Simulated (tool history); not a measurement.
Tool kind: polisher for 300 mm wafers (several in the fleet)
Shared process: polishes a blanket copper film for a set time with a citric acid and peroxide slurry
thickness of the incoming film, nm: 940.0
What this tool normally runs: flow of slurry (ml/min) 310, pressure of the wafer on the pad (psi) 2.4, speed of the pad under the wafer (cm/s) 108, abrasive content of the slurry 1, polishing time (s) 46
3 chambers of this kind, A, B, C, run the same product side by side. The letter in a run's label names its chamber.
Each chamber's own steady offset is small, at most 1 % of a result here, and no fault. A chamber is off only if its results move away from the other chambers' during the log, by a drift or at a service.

run   hour  flow of slurry (ml/min)  pressure of the wafer on the pad (psi)  speed of the pad under the wafer (cm/s)  abrasive content of the slurry  polishing time (s)  wafers polished on this pad  hours since the slurry nozzle was cleaned  hours since the head pressure was calibrated  hours since the slurry blender was calibrated  film removed (nm)
       3.2  -- chamber A: slurry blender recalibrated
 1A    8.9                      310                                     2.4                                      108                               1                  46                          395                                      468.7                                         474.9                                            5.7             87.965
      14.7  -- chamber B: worn pad replaced by a new one
 2B   16.9                      310                                     2.4                                      108                               1                  46                           17                                      368.1                                         274.2                                           64.9             86.972
      20.3  -- chamber C: worn pad replaced by a new one
      26.5  -- chamber C: slurry blender recalibrated
 3C   27.3                      310                                     2.4                                      108                               1                  46                           54                                      432.2                                         227.6                                            0.8             88.151
 4B   33.2                      310                                     2.4                                      108                               1                  46                          144                                      384.4                                         290.5                                           81.2             87.568
 5C     43                      310                                     2.9                                      108                             0.8                  46                          176                                      447.9                                         243.3                                           16.5             100.67
 6A   51.7                      310                                     2.9                                      108                             0.8                  46                          728                                      511.5                                         517.7                                           48.5             98.983
      60.1  -- chamber C: slurry nozzle cleaned
 7B   61.7                      310                                     2.9                                      108                             0.8                  46                          366                                      412.9                                           319                                          109.7             97.979
 8A   69.7                      310                                     2.4                                      108                               1                  46                          868                                      529.5                                         535.7                                           66.5             85.474
 9C     75                      310                                     2.4                                      108                               1                  46                          425                                       14.9                                         275.3                                           48.5             87.606
10C   82.9                      310                                     2.4                                      108                               1                  46                          487                                       22.8                                         283.2                                           56.4             87.574
11A   88.7                      310                                     2.9                                      108                               1                  46                         1016                                      548.5                                         554.7                                           85.5              103.7
12B   98.1                      310                                     2.9                                      108                               1                  46                          649                                      449.3                                         355.4                                          146.1             103.84
13C  105.5                      310                                     2.9                                      108                               1                  46                          663                                       45.4                                         305.8                                             79             103.66
14B  113.1                      310                                     2.4                                      108                               1                  46                          766                                      464.3                                         370.4                                          161.1             86.551
     115.4  -- chamber A: worn pad replaced by a new one
15A    118                      310                                     2.4                                      108                               1                  46                           20                                      577.8                                           584                                          114.8             88.727
     120.7  -- chamber B: worn pad replaced by a new one
16A  127.1                      310                                     2.4                                      108                               1                  46                           91                                      586.9                                         593.1                                          123.9             89.149
     132.1  -- chamber B: slurry nozzle cleaned
17B  136.1                      310                                     3.1                                      108                               1                  46                          120                                          4                                         393.4                                          184.1             110.89
18C  144.6                      310                                     3.1                                      108                               1                  46                          967                                       84.5                                         344.9                                          118.1             112.49
     150.6  -- chamber C: worn pad replaced by a new one
19C  154.8                      310                                     3.1                                      108                               1                  46                           33                                       94.7                                         355.1                                          128.3             109.06
20A  164.1                      310                                     2.4                                      108                               1                  46                          379                                      623.9                                         630.1                                          160.9             87.543
     165.8  -- chamber C: slurry blender recalibrated
21B  171.5                      310                                     2.4                                      108                               1                  46                          396                                       39.4                                         428.8                                          219.5             86.746
22B  181.1                      310                                     2.4                                      108                               1                  46                          470                                         49                                         438.4                                          229.1             88.748
23C  188.3                      310                                     2.4                                      108                               1                  46                          294                                      128.2                                         388.6                                           22.6             87.695
24A  199.1                      310                                     2.4                                      108                               1                  46                          652                                      658.9                                         665.1                                          195.9             86.625
25B  203.9                      310                                     2.4                                      108                            1.15                  46                          648                                       71.8                                         461.2                                          251.9             90.126
26C  209.3                      310                                     2.4                                      108                            1.15                  46                          457                                      149.2                                         409.6                                           43.6             89.914
27A  214.1                      310                                     2.4                                      108                            1.15                  46                          768                                      673.9                                         680.1                                          210.9             89.948
28A  220.3                      310                                     2.4                                      108                               1                  35                          817                                      680.1                                         686.3                                          217.1             65.885
29B  226.2                      310                                     2.4                                      108                               1                  35                          822                                       94.1                                         483.5                                          274.2             66.916
     232.1  -- chamber B: worn pad replaced by a new one
30C  234.3                      310                                     2.4                                      108                               1                  35                          652                                      174.2                                         434.6                                           68.6             66.052
     236.8  -- chamber A: worn pad replaced by a new one
31C  242.6                      310                                     2.4                                      108                               1                  46                          716                                      182.5                                         442.9                                           76.9             85.159
32A  247.7                      310                                     2.4                                      108                               1                  46                           85                                      707.5                                         713.7                                          244.5             85.999
     249.5  -- chamber A: slurry nozzle cleaned
33B  256.8                      310                                     2.4                                      108                               1                  46                          192                                      124.7                                         514.1                                          304.8             86.448
34A  265.1                      310                                     2.4                                      108                               1                  46                          220                                       15.7                                         731.1                                          261.9             87.406
     269.5  -- chamber A: slurry blender recalibrated
35B  273.7                      310                                     2.4                                      108                               1                  46                          324                                      141.6                                           531                                          321.7             86.702
36C    279                      310                                     2.4                                      108                               1                  46                         1000                                      218.9                                         479.3                                          113.3              86.21
     282.5  -- chamber C: slurry blender recalibrated
37C  283.9                      310                                     2.4                                      108                               1                  46                         1038                                      223.8                                         484.2                                            1.4             88.938
38A    293                      310                                     2.4                                      108                               1                  46                          438                                       43.6                                           759                                           23.5             87.771
       298  -- chamber C: worn pad replaced by a new one
39B    302                      390                                     2.4                                      108                               1                  46                          544                                      169.9                                         559.3                                            350             89.877
40C    310                      390                                     2.4                                      108                               1                  46                           93                                      249.9                                         510.3                                           27.5             89.716

The same settings go to every chamber for the next run, one line per chamber below. Forecast the results for each:
41A  317.9                      310                                     2.4                                      108                               1                  46                                                                                                                                                                                       ?
41B  317.9                      310                                     2.4                                      108                               1                  46                                                                                                                                                                                       ?
41C  317.9                      310                                     2.4                                      108                               1                  46                                                                                                                                                                                       ?

run  film removed (nm)
41A             85.385
41B             87.845
41C             86.919
